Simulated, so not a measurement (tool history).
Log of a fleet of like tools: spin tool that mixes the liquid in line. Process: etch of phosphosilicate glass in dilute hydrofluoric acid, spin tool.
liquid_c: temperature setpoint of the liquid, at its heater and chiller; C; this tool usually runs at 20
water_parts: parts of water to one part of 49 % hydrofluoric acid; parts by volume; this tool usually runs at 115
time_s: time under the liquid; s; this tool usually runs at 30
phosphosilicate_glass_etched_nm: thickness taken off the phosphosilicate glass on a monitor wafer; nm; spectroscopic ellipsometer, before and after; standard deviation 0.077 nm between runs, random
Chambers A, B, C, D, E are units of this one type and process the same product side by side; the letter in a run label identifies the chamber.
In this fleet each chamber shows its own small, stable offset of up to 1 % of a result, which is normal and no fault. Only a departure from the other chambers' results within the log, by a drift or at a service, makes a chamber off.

| run | hour | liquid_c | water_parts | time_s | read-back film thickness of the phosphosilicate glass reference wafer, read on the same gauge (nm) | phosphosilicate_glass_etched_nm |
|---|---|---|---|---|---|---|
|  | 5.6 | chamber B: thermometer replaced |
| 1D | 9 | 20 | 115 | 30 | 120.03 | 23.555 |
| 2B | 22.2 | 20 | 115 | 30 | 120 | 23.472 |
| 3A | 36.9 | 20 | 115 | 30 | 120 | 23.412 |
| 4E | 50 | 20 | 115 | 30 | 119.98 | 23.45 |
|  | 56.6 | chamber E: hydrofluoric acid flow meter replaced |
| 5C | 62.7 | 20 | 115 | 40 | 120.03 | 31.471 |
| 6A | 71.6 | 20 | 115 | 40 | 120 | 31.115 |
| 7B | 82.3 | 20 | 115 | 40 | 119.99 | 31.386 |
| 8C | 94.6 | 20 | 115 | 40 | 120.04 | 31.562 |
| 9D | 102.2 | 20 | 115 | 40 | 120.03 | 31.147 |
| 10E | 114.3 | 20 | 115 | 30 | 119.99 | 23.312 |
| 11A | 124.7 | 20 | 115 | 30 | 119.97 | 23.346 |
| 12D | 137.1 | 20 | 115 | 30 | 119.99 | 23.407 |
| 13E | 144.3 | 20 | 115 | 30 | 119.94 | 23.409 |
| 14C | 159.3 | 20 | 115 | 30 | 119.97 | 23.645 |
| 15B | 166.5 | 20 | 115 | 30 | 120.02 | 23.494 |
| 16A | 175.4 | 20 | 115 | 30 | 120.01 | 23.238 |
| 17B | 187.8 | 20 | 115 | 30 | 119.99 | 23.501 |
| 18C | 199.5 | 20 | 115 | 30 | 119.99 | 23.525 |
| 19D | 212.8 | 20 | 115 | 30 | 120.02 | 23.357 |
| 20E | 223.8 | 17 | 115 | 30 | 120.01 | 20.557 |
| 21A | 232.9 | 17 | 115 | 30 | 120.03 | 20.685 |
| 22D | 241.5 | 17 | 115 | 30 | 120.04 | 20.731 |
| 23E | 249.5 | 17 | 115 | 30 | 120.04 | 20.661 |
| 24C | 258.6 | 17 | 115 | 30 | 120 | 20.826 |
| 25B | 268.7 | 20 | 115 | 30 | 119.97 | 23.523 |
| 26B | 278.1 | 20 | 115 | 30 | 120.04 | 23.412 |
| 27C | 288.4 | 20 | 115 | 30 | 120 | 23.564 |
| 28A | 301.2 | 20 | 115 | 30 | 120.01 | 23.34 |
| 29E | 314.7 | 20 | 90 | 30 | 120 | 30.817 |
| 30D | 327.5 | 20 | 90 | 30 | 120 | 30.812 |
| 31A | 340.7 | 20 | 90 | 30 | 119.99 | 30.482 |
| 32E | 347.3 | 20 | 90 | 30 | 120.01 | 30.725 |
| 33B | 356.6 | 20 | 90 | 30 | 119.98 | 30.975 |
| 34C | 368.9 | 20 | 115 | 30 | 120.04 | 23.672 |
| 35D | 380.5 | 20 | 115 | 30 | 119.99 | 23.529 |
| 36B | 393.5 | 20 | 115 | 30 | 120.03 | 23.401 |
| 37C | 406.1 | 20 | 115 | 30 | 120 | 23.514 |
| 38A | 416.2 | 20 | 115 | 30 | 119.99 | 23.219 |
| 39E | 425.7 | 20 | 155 | 40 | 119.94 | 21.985 |

Does one chamber stand apart from the rest, does the shared gauge drift, or is all well apart from small per-chamber offsets? Give the chamber and the most likely cause, where there is one.

No chamber is off and the gauge is stable; the differences are just each chamber's small, constant offset.

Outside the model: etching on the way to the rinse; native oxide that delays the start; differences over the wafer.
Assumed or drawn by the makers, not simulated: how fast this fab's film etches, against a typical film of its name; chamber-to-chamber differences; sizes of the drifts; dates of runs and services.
